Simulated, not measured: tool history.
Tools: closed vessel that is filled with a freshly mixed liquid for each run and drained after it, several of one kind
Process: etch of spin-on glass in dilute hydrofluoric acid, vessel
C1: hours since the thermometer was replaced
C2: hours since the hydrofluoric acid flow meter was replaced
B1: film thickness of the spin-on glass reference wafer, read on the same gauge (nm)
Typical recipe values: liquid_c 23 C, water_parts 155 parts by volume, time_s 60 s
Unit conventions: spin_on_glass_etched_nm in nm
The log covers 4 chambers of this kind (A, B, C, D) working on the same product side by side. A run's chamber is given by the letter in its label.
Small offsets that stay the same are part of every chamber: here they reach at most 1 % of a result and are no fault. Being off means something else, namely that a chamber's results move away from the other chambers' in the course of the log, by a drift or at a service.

run 1A hour=2.4 | liquid_c=23 water_parts=155 time_s=60 | C1=998.9 C2=758.6 | B1=39.984 | spin_on_glass_etched_nm=18.057
run 2D hour=5.6 | liquid_c=23 water_parts=155 time_s=60 | C1=77.2 C2=868.5 | B1=39.994 | spin_on_glass_etched_nm=18.351
run 3B hour=8.2 | liquid_c=23 water_parts=155 time_s=60 | C1=346.7 C2=420.7 | B1=39.987 | spin_on_glass_etched_nm=18.557
run 4C hour=12.7 | liquid_c=23 water_parts=155 time_s=60 | C1=872.8 C2=2571.9 | B1=39.978 | spin_on_glass_etched_nm=18.41
run 5B hour=17 | liquid_c=23 water_parts=155 time_s=60 | C1=355.5 C2=429.5 | B1=40.021 | spin_on_glass_etched_nm=18.126
run 6D hour=20.6 | liquid_c=23 water_parts=155 time_s=60 | C1=92.2 C2=883.5 | B1=39.975 | spin_on_glass_etched_nm=18.311
run 7A hour=25.7 | liquid_c=23 water_parts=155 time_s=60 | C1=1022.2 C2=781.9 | B1=40.033 | spin_on_glass_etched_nm=18.512
run 8C hour=30.4 | liquid_c=23 water_parts=155 time_s=60 | C1=890.5 C2=2589.6 | B1=40.029 | spin_on_glass_etched_nm=18.075
run 9C hour=34.5 | liquid_c=23 water_parts=155 time_s=90 | C1=894.6 C2=2593.7 | B1=39.991 | spin_on_glass_etched_nm=27.418
run 10D hour=36.8 | liquid_c=23 water_parts=155 time_s=90 | C1=108.4 C2=899.7 | B1=40.009 | spin_on_glass_etched_nm=27.431
run 11A hour=39.4 | liquid_c=23 water_parts=155 time_s=90 | C1=1035.9 C2=795.6 | B1=40.001 | spin_on_glass_etched_nm=27.479
run 12B hour=44.3 | liquid_c=23 water_parts=155 time_s=90 | C1=382.8 C2=456.8 | B1=39.983 | spin_on_glass_etched_nm=27.322
run 13C hour=48.2 | liquid_c=20.5 water_parts=155 time_s=50 | C1=908.3 C2=2607.4 | B1=40.017 | spin_on_glass_etched_nm=13.636
run 14B hour=53.3 | liquid_c=20.5 water_parts=155 time_s=50 | C1=391.8 C2=465.8 | B1=39.983 | spin_on_glass_etched_nm=13.762
run 15A hour=58 | liquid_c=20.5 water_parts=155 time_s=50 | C1=1054.5 C2=814.2 | B1=39.983 | spin_on_glass_etched_nm=13.841
run 16D hour=63 | liquid_c=20.5 water_parts=155 time_s=50 | C1=134.6 C2=925.9 | B1=40.062 | spin_on_glass_etched_nm=14.011
run 17D hour=65.5 | liquid_c=23 water_parts=155 time_s=60 | C1=137.1 C2=928.4 | B1=40.01 | spin_on_glass_etched_nm=18.247
run 18C hour=69.4 | liquid_c=23 water_parts=155 time_s=60 | C1=929.5 C2=2628.6 | B1=40.005 | spin_on_glass_etched_nm=17.731
run 19B hour=72.9 | liquid_c=23 water_parts=155 time_s=60 | C1=411.4 C2=485.4 | B1=40.026 | spin_on_glass_etched_nm=18.414
run 20A hour=77.9 | liquid_c=23 water_parts=155 time_s=60 | C1=1074.4 C2=834.1 | B1=39.994 | spin_on_glass_etched_nm=18.224
run 21B hour=82.1 | liquid_c=23 water_parts=155 time_s=60 | C1=420.6 C2=494.6 | B1=40.019 | spin_on_glass_etched_nm=18.4
run 22A hour=87 | liquid_c=23 water_parts=155 time_s=60 | C1=1083.5 C2=843.2 | B1=39.963 | spin_on_glass_etched_nm=18.401
-- hour=87.1 chamber C: hydrofluoric acid flow meter replaced
run 23D hour=90.2 | liquid_c=21 water_parts=125 time_s=60 | C1=161.8 C2=953.1 | B1=40.035 | spin_on_glass_etched_nm=21.857
run 24C hour=95.1 | liquid_c=21 water_parts=125 time_s=60 | C1=955.2 C2=8 | B1=40.003 | spin_on_glass_etched_nm=20.57
run 25C hour=99.7 | liquid_c=21 water_parts=125 time_s=60 | C1=959.8 C2=12.6 | B1=40.021 | spin_on_glass_etched_nm=20.564
run 26B hour=102.7 | liquid_c=21 water_parts=125 time_s=60 | C1=441.2 C2=515.2 | B1=39.991 | spin_on_glass_etched_nm=21.723
run 27D hour=105 | liquid_c=23 water_parts=155 time_s=60 | C1=176.6 C2=967.9 | B1=39.956 | spin_on_glass_etched_nm=18.54
run 28A hour=109.8 | liquid_c=23 water_parts=155 time_s=60 | C1=1106.3 C2=866 | B1=39.977 | spin_on_glass_etched_nm=18.495
run 29B hour=114.3 | liquid_c=23 water_parts=155 time_s=60 | C1=452.8 C2=526.8 | B1=40.009 | spin_on_glass_etched_nm=18.209
run 30A hour=118.8 | liquid_c=23 water_parts=155 time_s=60 | C1=1115.3 C2=875 | B1=40.039 | spin_on_glass_etched_nm=18.196
run 31D hour=123.9 | liquid_c=23 water_parts=220 time_s=60 | C1=195.5 C2=986.8 | B1=39.988 | spin_on_glass_etched_nm=12.026
run 32C hour=126.9 | liquid_c=23 water_parts=220 time_s=60 | C1=987 C2=39.8 | B1=40.021 | spin_on_glass_etched_nm=11.296
run 33A hour=129.6 | liquid_c=23 water_parts=220 time_s=60 | C1=1126.1 C2=885.8 | B1=39.983 | spin_on_glass_etched_nm=12.044
run 34D hour=132.9 | liquid_c=23 water_parts=220 time_s=60 | C1=204.5 C2=995.8 | B1=39.978 | spin_on_glass_etched_nm=12.076

All 4 chambers run these settings next. Forecast each chamber's results:
run 35A hour=136.7 | liquid_c=23 water_parts=155 time_s=60 | spin_on_glass_etched_nm=?
run 35B hour=136.7 | liquid_c=23 water_parts=155 time_s=60 | spin_on_glass_etched_nm=?
run 35C hour=136.7 | liquid_c=23 water_parts=155 time_s=60 | spin_on_glass_etched_nm=?
run 35D hour=136.7 | liquid_c=23 water_parts=155 time_s=60 | spin_on_glass_etched_nm=?

run=35A spin_on_glass_etched_nm=17.991
run=35B spin_on_glass_etched_nm=18.401
run=35C spin_on_glass_etched_nm=17.066
run=35D spin_on_glass_etched_nm=18.341
